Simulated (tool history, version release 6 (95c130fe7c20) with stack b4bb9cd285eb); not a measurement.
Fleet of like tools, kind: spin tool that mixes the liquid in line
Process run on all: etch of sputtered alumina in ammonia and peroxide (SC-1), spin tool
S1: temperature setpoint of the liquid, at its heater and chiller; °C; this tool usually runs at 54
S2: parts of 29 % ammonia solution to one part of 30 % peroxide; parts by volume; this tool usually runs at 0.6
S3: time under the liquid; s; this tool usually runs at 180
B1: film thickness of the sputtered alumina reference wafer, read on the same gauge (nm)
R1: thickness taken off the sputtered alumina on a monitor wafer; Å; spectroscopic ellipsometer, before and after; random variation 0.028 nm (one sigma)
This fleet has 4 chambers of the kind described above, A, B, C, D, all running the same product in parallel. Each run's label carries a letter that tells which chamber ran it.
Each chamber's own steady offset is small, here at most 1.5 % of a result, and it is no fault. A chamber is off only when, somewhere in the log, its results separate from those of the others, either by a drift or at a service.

| run | hour | S1 | S2 | S3 | B1 | R1 |
|---|---|---|---|---|---|---|
| 1A | 10.4 | 54 | 0.6 | 180 | 110.01 | 85.788 |
| 2B | 19 | 54 | 0.6 | 180 | 110.01 | 86.247 |
| 3C | 31.9 | 54 | 0.6 | 180 | 109.98 | 86.182 |
| 4D | 41.7 | 54 | 0.6 | 180 | 110.03 | 85.149 |
| 5A | 50 | 54 | 0.6 | 180 | 110.02 | 86.38 |
| 6B | 56.7 | 54 | 0.6 | 180 | 109.95 | 86.321 |
| 7C | 66 | 54 | 0.6 | 180 | 110 | 86.378 |
| 8D | 74.5 | 54 | 0.6 | 180 | 110 | 85.617 |
| 9B | 85.2 | 54 | 0.6 | 180 | 109.99 | 85.796 |
| 10A | 91.6 | 54 | 0.6 | 180 | 109.99 | 86.244 |
| 11D | 99.3 | 54 | 0.6 | 180 | 110.04 | 85.104 |
| 12C | 105.9 | 58 | 0.6 | 180 | 110.03 | 107.15 |
| 13C | 114.6 | 58 | 0.6 | 180 | 110.02 | 106.24 |
| 14D | 122.6 | 58 | 0.6 | 180 | 109.99 | 105.69 |
| 15B | 131.5 | 58 | 0.6 | 180 | 110 | 105.52 |
| 16A | 144.5 | 54 | 0.6 | 180 | 109.99 | 85.978 |
| 17A | 157.9 | 54 | 0.6 | 180 | 110.04 | 85.95 |
| 18D | 165.6 | 54 | 0.6 | 180 | 110.04 | 85.3 |
| 19C | 175.9 | 54 | 0.6 | 180 | 109.97 | 85.875 |
| 20B | 184.9 | 54 | 0.6 | 180 | 109.99 | 86.146 |
| 21C | 193.6 | 54 | 0.6 | 180 | 109.99 | 86.03 |
| 22B | 206.2 | 54 | 0.6 | 180 | 109.98 | 86.025 |
| 23A | 213.7 | 54 | 0.6 | 180 | 110 | 86.879 |
| 24D | 224.7 | 54 | 0.6 | 180 | 110.03 | 85.363 |
| 25D | 234.5 | 54 | 0.6 | 180 | 109.99 | 85.524 |
| 26C | 240.3 | 54 | 0.6 | 180 | 110 | 86.466 |
| 27A | 250.3 | 54 | 0.6 | 180 | 110.04 | 87.154 |
| 28B | 260.9 | 54 | 0.75 | 180 | 110.01 | 87.59 |
|  | 262 | chamber C: thermometer replaced |
| 29D | 268.6 | 54 | 0.75 | 180 | 110.03 | 87.04 |
| 30C | 281.9 | 54 | 0.75 | 180 | 109.97 | 87.996 |
| 31A | 295.3 | 54 | 0.75 | 180 | 109.99 | 89.081 |
| 32B | 308.4 | 54 | 0.6 | 180 | 110 | 85.68 |
| 33A | 318.8 | 54 | 0.6 | 180 | 110 | 87.457 |
| 34B | 327.1 | 54 | 0.45 | 180 | 110 | 83.3 |
| 35C | 335 | 54 | 0.45 | 180 | 109.97 | 83.786 |
| 36D | 345.7 | 54 | 0.45 | 180 | 109.99 | 82.997 |
| 37B | 354.7 | 54 | 0.45 | 180 | 109.97 | 83.196 |
| 38A | 363.5 | 54 | 0.6 | 180 | 109.96 | 88.439 |

Has any chamber moved away from the others, gradually or after a service, or does the common gauge drift, or do the chambers differ only by their own small steady offsets? State the chamber and the most likely cause if one applies.

One chamber, A, drifts off from the rest bit by bit.
Likeliest cause: liquid hotter than its thermometer reads (K) = 0.51.

Chamber A could run next with any of the 4 candidate recipes listed below; each alters the usual settings, and their results appear as question marks. Which one brings its results back in line with what the other chambers deliver on the usual settings?
To be in line, a result may differ from the other chambers' mean on the usual settings by at most: R1 0.98 Å
| 39A-1 | 373.2 | 54 | 0.65 | 180 |  | ? |
| 39A-2 | 373.2 | 53.5 | 0.6 | 180 |  | ? |
| 39A-3 | 373.2 | 54 | 0.55 | 180 |  | ? |
| 39A-4 | 373.2 | 54 | 0.6 | 185 |  | ? |

Other chambers, usual settings, mean: R1 85.781 Å
| run | R1 |
|---|---|
| 39A-1 | 88.748 |
| 39A-2 | 85.798 |
| 39A-3 | 87.346 |
| 39A-4 | 90.519 |
Change 39A-2 lands the chamber within the allowed miss of the other chambers.
